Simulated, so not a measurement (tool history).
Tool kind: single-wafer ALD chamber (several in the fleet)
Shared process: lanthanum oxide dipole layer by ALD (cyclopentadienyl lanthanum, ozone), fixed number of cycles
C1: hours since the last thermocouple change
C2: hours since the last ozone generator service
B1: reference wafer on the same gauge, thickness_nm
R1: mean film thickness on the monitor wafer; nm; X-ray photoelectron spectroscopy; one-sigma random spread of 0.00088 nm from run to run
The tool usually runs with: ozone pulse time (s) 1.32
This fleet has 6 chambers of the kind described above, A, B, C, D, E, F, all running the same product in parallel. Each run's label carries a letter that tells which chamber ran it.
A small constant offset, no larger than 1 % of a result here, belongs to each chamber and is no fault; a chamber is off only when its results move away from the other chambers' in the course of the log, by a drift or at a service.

run 1E hour=5.1 | ozone_pulse_time_(s)=1.32 | C1=1365.3 C2=75.4 | B1=0.57088 | R1=0.53568
run 2A hour=8.9 | ozone_pulse_time_(s)=1.32 | C1=1642 C2=175.3 | B1=0.57124 | R1=0.5386
run 3D hour=12.4 | ozone_pulse_time_(s)=1.32 | C1=638.6 C2=528.9 | B1=0.57113 | R1=0.53849
run 4B hour=15.4 | ozone_pulse_time_(s)=1.32 | C1=863.1 C2=149.4 | B1=0.57129 | R1=0.53429
run 5F hour=20 | ozone_pulse_time_(s)=1.32 | C1=1208.3 C2=1942.4 | B1=0.57172 | R1=0.53218
run 6C hour=22.8 | ozone_pulse_time_(s)=1.32 | C1=1403.9 C2=280.1 | B1=0.5715 | R1=0.53601
run 7E hour=26.7 | ozone_pulse_time_(s)=1.32 | C1=1386.9 C2=97 | B1=0.57205 | R1=0.53463
run 8B hour=31.2 | ozone_pulse_time_(s)=1.32 | C1=878.9 C2=165.2 | B1=0.57155 | R1=0.53416
run 9C hour=36.1 | ozone_pulse_time_(s)=1.32 | C1=1417.2 C2=293.4 | B1=0.57193 | R1=0.53793
run 10F hour=38.7 | ozone_pulse_time_(s)=0.91 | C1=1227 C2=1961.1 | B1=0.57174 | R1=0.47982
-- hour=42.1 chamber F: ozone generator serviced
run 11D hour=42.7 | ozone_pulse_time_(s)=0.91 | C1=668.9 C2=559.2 | B1=0.57193 | R1=0.48691
run 12A hour=47 | ozone_pulse_time_(s)=0.91 | C1=1680.1 C2=213.4 | B1=0.57216 | R1=0.48451
run 13A hour=49.4 | ozone_pulse_time_(s)=0.91 | C1=1682.5 C2=215.8 | B1=0.57222 | R1=0.48479
run 14B hour=52.8 | ozone_pulse_time_(s)=0.91 | C1=900.5 C2=186.8 | B1=0.57227 | R1=0.48162
run 15F hour=55.5 | ozone_pulse_time_(s)=0.91 | C1=1243.8 C2=13.4 | B1=0.57258 | R1=0.48219
run 16D hour=58.1 | ozone_pulse_time_(s)=1.32 | C1=684.3 C2=574.6 | B1=0.57231 | R1=0.54
run 17E hour=61.9 | ozone_pulse_time_(s)=0.88 | C1=1422.1 C2=132.2 | B1=0.57288 | R1=0.47646
run 18C hour=66.9 | ozone_pulse_time_(s)=0.88 | C1=1448 C2=324.2 | B1=0.57263 | R1=0.48282
run 19E hour=71.3 | ozone_pulse_time_(s)=0.88 | C1=1431.5 C2=141.6 | B1=0.57278 | R1=0.47802
run 20C hour=75.6 | ozone_pulse_time_(s)=0.88 | C1=1456.7 C2=332.9 | B1=0.57266 | R1=0.4825
-- hour=80.4 chamber F: thermocouple changed; heater temperature recalibrated
run 21B hour=80.6 | ozone_pulse_time_(s)=0.88 | C1=928.3 C2=214.6 | B1=0.57289 | R1=0.4764
run 22F hour=83.8 | ozone_pulse_time_(s)=0.88 | C1=3.4 C2=41.7 | B1=0.57324 | R1=0.47614
run 23D hour=87.3 | ozone_pulse_time_(s)=1.32 | C1=713.5 C2=603.8 | B1=0.57308 | R1=0.53987
run 24A hour=90.3 | ozone_pulse_time_(s)=1.32 | C1=1723.4 C2=256.7 | B1=0.57346 | R1=0.53948
run 25F hour=93.3 | ozone_pulse_time_(s)=1.32 | C1=12.9 C2=51.2 | B1=0.57323 | R1=0.53441
run 26D hour=98.1 | ozone_pulse_time_(s)=1.32 | C1=724.3 C2=614.6 | B1=0.57354 | R1=0.54018
run 27C hour=102.2 | ozone_pulse_time_(s)=1.56 | C1=1483.3 C2=359.5 | B1=0.57359 | R1=0.55452
run 28E hour=106.7 | ozone_pulse_time_(s)=1.56 | C1=1466.9 C2=177 | B1=0.57399 | R1=0.55281
run 29A hour=109.9 | ozone_pulse_time_(s)=1.56 | C1=1743 C2=276.3 | B1=0.57395 | R1=0.5553
run 30B hour=113.6 | ozone_pulse_time_(s)=1.56 | C1=961.3 C2=247.6 | B1=0.57367 | R1=0.5525
run 31A hour=117.7 | ozone_pulse_time_(s)=1.56 | C1=1750.8 C2=284.1 | B1=0.57373 | R1=0.55599
run 32C hour=120.1 | ozone_pulse_time_(s)=1.56 | C1=1501.2 C2=377.4 | B1=0.57392 | R1=0.55541
run 33E hour=123.1 | ozone_pulse_time_(s)=1.32 | C1=1483.3 C2=193.4 | B1=0.57405 | R1=0.53838
run 34B hour=127.5 | ozone_pulse_time_(s)=1.32 | C1=975.2 C2=261.5 | B1=0.57397 | R1=0.53518
run 35D hour=131.6 | ozone_pulse_time_(s)=1.32 | C1=757.8 C2=648.1 | B1=0.57434 | R1=0.54128
run 36F hour=134.2 | ozone_pulse_time_(s)=0.92 | C1=53.8 C2=92.1 | B1=0.57452 | R1=0.48519
run 37B hour=138 | ozone_pulse_time_(s)=0.92 | C1=985.7 C2=272 | B1=0.57413 | R1=0.48543
run 38E hour=143.2 | ozone_pulse_time_(s)=0.92 | C1=1503.4 C2=213.5 | B1=0.57477 | R1=0.48675
run 39D hour=145.7 | ozone_pulse_time_(s)=0.92 | C1=771.9 C2=662.2 | B1=0.5745 | R1=0.49064
run 40F hour=148 | ozone_pulse_time_(s)=0.92 | C1=67.6 C2=105.9 | B1=0.57472 | R1=0.48439
run 41C hour=150.3 | ozone_pulse_time_(s)=0.92 | C1=1531.4 C2=407.6 | B1=0.57459 | R1=0.49287

Is one chamber out of step, is the gauge drifting, or do the chambers differ by no more than their own small offsets? For an off chamber, give its letter and the likeliest cause.

No chamber is off; the gauge reading every chamber's wafers drifts, which makes the whole fleet appear to move together.
Most likely cause: gauge reads high (%) = 0.669.
